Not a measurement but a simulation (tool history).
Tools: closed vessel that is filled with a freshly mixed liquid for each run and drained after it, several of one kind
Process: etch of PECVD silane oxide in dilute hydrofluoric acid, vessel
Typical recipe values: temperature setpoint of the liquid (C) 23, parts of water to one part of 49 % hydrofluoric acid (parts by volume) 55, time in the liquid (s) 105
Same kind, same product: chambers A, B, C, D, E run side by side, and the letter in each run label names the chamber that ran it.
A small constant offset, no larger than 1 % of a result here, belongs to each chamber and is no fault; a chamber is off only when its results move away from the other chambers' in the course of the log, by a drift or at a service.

run	hour	temperature setpoint of the liquid (C)	parts of water to one part of 49 % hydrofluoric acid (parts by volume)	time in the liquid (s)	hours since the thermometer was replaced	hours since the hydrofluoric acid flow meter was replaced	read-back film thickness of the PECVD silane oxide reference wafer, read on the same gauge (nm)	thickness taken off the PECVD silane oxide on a monitor wafer (Å)
1B	7.2	23	55	105	674.8	174	50.034	415.37
2E	15.8	23	55	105	323.6	1221.8	49.997	419.93
# hour 21.3: chamber C: hydrofluoric acid flow meter replaced
3A	23.4	23	55	105	84.1	229.2	49.995	414.87
4D	33.1	23	55	105	2591.4	1039.9	50.017	411.29
5C	42.9	23	55	105	2365	21.7	50.012	424.64
6E	49.2	23	55	105	357	1255.2	49.949	414.05
7A	55.7	23	70	85	116.4	261.5	50.059	261.8
8C	67.7	23	70	85	2389.8	46.5	49.974	264.41
9D	73.9	23	70	85	2632.2	1080.7	49.923	259.97
10B	84.4	23	70	85	752	251.2	49.988	260.73
11C	93.6	23	70	85	2415.7	72.4	49.993	260.73
12A	102.9	23	55	105	163.6	308.7	50.03	416.73
13D	110.6	23	55	105	2668.9	1117.4	50.035	416.34
14E	121.4	23	55	105	429.2	1327.4	49.999	415.14
15B	132.2	23	55	105	799.8	299	50.001	418.77
16C	144.9	23	55	105	2467	123.7	50.008	422.92
17B	153.9	23	55	105	821.5	320.7	49.992	416.8
18E	161.2	23	55	105	469	1367.2	50.001	426.45
19A	170.7	23	55	105	231.4	376.5	50.009	420.64
20D	179.7	23	55	105	2738	1186.5	49.986	413.5
21D	187.5	23	55	105	2745.8	1194.3	50.028	416.24
22C	194.2	23	55	105	2516.3	173	49.97	423.6
23E	201.9	23	55	105	509.7	1407.9	50.001	425.91
24A	208.4	23	55	105	269.1	414.2	50.022	419.38
25B	214.3	23	55	105	881.9	381.1	49.954	418.43
26B	220.8	26.5	55	105	888.4	387.6	50.023	481.43
27C	231	26.5	55	105	2553.1	209.8	49.999	493.98
28A	243.2	26.5	55	105	303.9	449	49.952	490.01
29D	255.2	26.5	55	105	2813.5	1262	49.982	475.58
30E	261.3	26.5	55	105	569.1	1467.3	50.024	498.28
31C	272.3	23	55	160	2594.4	251.1	49.967	643.74
32E	278.2	23	55	160	586	1484.2	49.961	665.06
33A	284.4	23	55	160	345.1	490.2	49.994	640.7
34D	290.1	23	55	160	2848.4	1296.9	49.977	623.54
35B	302.3	23	55	160	969.9	469.1	50.016	647.32
36D	310	23	55	105	2868.3	1316.8	49.965	414.41
37A	318.4	23	55	105	379.1	524.2	49.996	419.01
# hour 328.2: chamber D: thermometer replaced
38B	330.2	26	75	105	997.8	497	49.994	337.85
39C	340.9	26	75	105	2663	319.7	49.982	344.32
# hour 344.1: chamber C: thermometer replaced
40E	348.4	26	75	105	656.2	1554.4	50.014	365.54
# hour 351.6: chamber B: thermometer replaced
41C	357.5	26	75	105	13.5	336.3	50.008	337.03
42A	366.8	26	75	105	427.5	572.6	49.958	339.37
43D	379.7	23	55	105	51.6	1386.5	49.99	410.45
# hour 388.9: chamber B: hydrofluoric acid flow meter replaced
44B	390	23	55	105	38.5	1.2	49.996	415.94

Predict what each chamber gives when all 5 of them run the settings below next.
45A	399.3	26	55	105				?
45B	399.3	26	55	105				?
45C	399.3	26	55	105				?
45D	399.3	26	55	105				?
45E	399.3	26	55	105				?

run	thickness taken off the PECVD silane oxide on a monitor wafer (Å)
45A	468.94
45B	466.48
45C	474.09
45D	465.57
45E	516.92

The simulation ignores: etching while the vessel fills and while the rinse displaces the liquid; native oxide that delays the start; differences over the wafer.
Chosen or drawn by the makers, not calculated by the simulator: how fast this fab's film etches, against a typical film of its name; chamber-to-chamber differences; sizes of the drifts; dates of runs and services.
